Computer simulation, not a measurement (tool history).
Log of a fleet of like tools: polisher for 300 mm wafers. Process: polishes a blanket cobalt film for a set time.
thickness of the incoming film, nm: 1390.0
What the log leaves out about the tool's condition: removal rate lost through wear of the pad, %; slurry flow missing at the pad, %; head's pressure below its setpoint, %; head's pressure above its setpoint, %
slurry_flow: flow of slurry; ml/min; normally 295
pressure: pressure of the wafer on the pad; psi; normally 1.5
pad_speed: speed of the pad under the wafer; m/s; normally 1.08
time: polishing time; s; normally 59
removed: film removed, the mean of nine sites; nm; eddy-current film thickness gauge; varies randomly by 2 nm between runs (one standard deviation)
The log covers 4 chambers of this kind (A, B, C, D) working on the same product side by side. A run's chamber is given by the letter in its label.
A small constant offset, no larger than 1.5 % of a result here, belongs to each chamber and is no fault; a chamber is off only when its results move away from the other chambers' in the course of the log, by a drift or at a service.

run,hour,slurry_flow,pressure,pad_speed,time,wafers polished on this pad,hours since the slurry nozzle was cleaned,hours since the head pressure was calibrated,removed
1D,8.4,295,1.5,1.08,59,408,186.7,348.4,213.50
2B,13.5,295,1.5,1.08,59,360,112.0,727.9,215.24
3A,22.5,295,1.5,1.08,59,514,291.6,355.1,208.36
4C,32.2,295,1.5,1.08,59,560,244.8,358.1,214.92
# hour 33.3: chamber D: worn pad replaced by a new one
5D,39.1,295,1.5,1.08,59,59,217.4,379.1,213.70
6C,46.4,295,1.5,1.08,59,703,259.0,372.3,214.08
# hour 52.9: chamber A: slurry nozzle cleaned
7A,53.4,295,1.5,1.08,59,826,0.6,386.0,209.99
8B,57.9,395,1.5,1.32,59,808,156.4,772.3,269.80
9A,62.8,395,1.5,1.32,59,921,10.0,395.4,260.56
# hour 64.3: chamber A: worn pad replaced by a new one
10C,67.8,395,1.5,1.32,59,919,280.4,393.7,266.49
11D,73.7,395,1.5,1.32,59,408,252.0,413.7,266.03
12B,82.8,295,1.5,1.08,59,1059,181.3,797.2,214.37
13C,90.9,295,1.5,1.08,59,1153,303.5,416.8,213.19
14A,96.6,295,1.5,1.08,59,326,43.8,429.2,209.47
# hour 96.9: chamber B: worn pad replaced by a new one
# hour 101.4: chamber D: worn pad replaced by a new one
15D,101.5,295,1.5,1.08,59,1,279.8,441.5,211.68
# hour 104.4: chamber C: worn pad replaced by a new one
16B,106.6,295,1.5,1.08,59,98,205.1,821.0,211.60
17A,112.6,295,1.1,1.08,59,488,59.8,445.2,156.82
# hour 113.0: chamber A: head pressure recalibrated
18D,120.6,295,1.1,1.08,59,194,298.9,460.6,156.61
19C,126.6,295,1.1,1.08,59,224,339.2,452.5,157.73
# hour 127.8: chamber C: head pressure recalibrated
20B,132.0,295,1.1,1.08,59,355,230.5,846.4,155.97
# hour 135.5: chamber B: slurry nozzle cleaned
21A,138.6,295,1.5,0.78,73,750,85.8,25.6,184.56
# hour 146.2: chamber A: worn pad replaced by a new one
22B,148.1,295,1.5,0.78,73,517,12.7,862.5,191.99
23C,155.6,295,1.5,0.78,73,517,368.2,27.9,214.93
24D,160.7,295,1.5,0.78,73,598,339.0,500.7,187.90
# hour 167.7: chamber D: worn pad replaced by a new one
25C,167.8,295,1.5,1.08,59,640,380.4,40.1,235.22
26D,176.6,340,1.5,0.76,59,90,354.9,516.6,152.10
27B,184.3,340,1.5,0.76,59,883,48.9,898.7,149.97
28A,193.0,340,1.5,0.76,59,472,140.2,80.0,148.86
# hour 198.0: chamber D: head pressure recalibrated
29D,201.4,340,1.5,0.76,59,340,379.7,3.4,149.92
30C,209.0,295,1.5,1.08,59,1056,421.6,81.3,239.84
# hour 211.9: chamber B: worn pad replaced by a new one
31A,213.9,295,1.5,1.08,59,683,161.1,100.9,208.70
32B,218.8,295,1.5,1.08,59,70,83.4,933.2,212.94
33D,223.4,295,1.5,1.08,59,562,401.7,25.4,213.42
34C,230.8,295,1.5,1.08,59,1276,443.4,103.1,237.99
# hour 234.0: chamber D: worn pad replaced by a new one
35A,237.3,295,1.5,1.08,59,919,184.5,124.3,208.07
# hour 240.2: chamber C: worn pad replaced by a new one
# hour 241.4: chamber A: worn pad replaced by a new one
# hour 242.7: chamber C: slurry nozzle cleaned
36B,245.3,295,1.5,1.08,59,338,109.9,959.7,211.86
37C,252.0,295,1.5,1.08,59,120,9.3,124.3,239.43
38A,260.7,295,1.5,1.08,42,195,207.9,147.7,151.64
39D,266.8,295,1.5,1.08,42,331,445.1,68.8,150.45
40B,273.1,295,1.5,1.08,42,618,137.7,987.5,152.33
41B,280.3,295,1.5,1.08,42,691,144.9,994.7,152.26
# hour 288.0: chamber D: worn pad replaced by a new one
42C,288.1,295,1.5,1.08,59,484,45.4,160.4,238.56
43D,297.6,295,1.5,1.08,59,97,475.9,99.6,214.28

Decide between three cases: one chamber stands off from its peers, the gauge reading all wafers drifts, or nothing is wrong past each chamber's small offset. Where a chamber is off, say which and what most likely put it there.

A service on chamber C put it out of line with the rest.
Likeliest cause: head's pressure above its setpoint, % = 10.9.

Below are 4 candidate recipes for chamber C's next run, each the usual settings with a change, their results shown as question marks. Which of them brings C's results back in line with what the other chambers give on the usual settings?
In line means no further than this from the other chambers' mean on the usual settings: removed 7.10 nm
44C-1,304.7,295,1.5,1.02,56,,,,?
44C-2,304.7,300,1.5,1.08,66,,,,?
44C-3,304.7,300,1.7,1.08,67,,,,?
44C-4,304.7,295,1.4,1.00,54,,,,?

The other chambers' mean on the usual settings: removed 212.16 nm
run,removed
44C-1,212.96
44C-2,266.04
44C-3,305.55
44C-4,188.13
Change 44C-1 lands the chamber within the allowed miss of the other chambers.
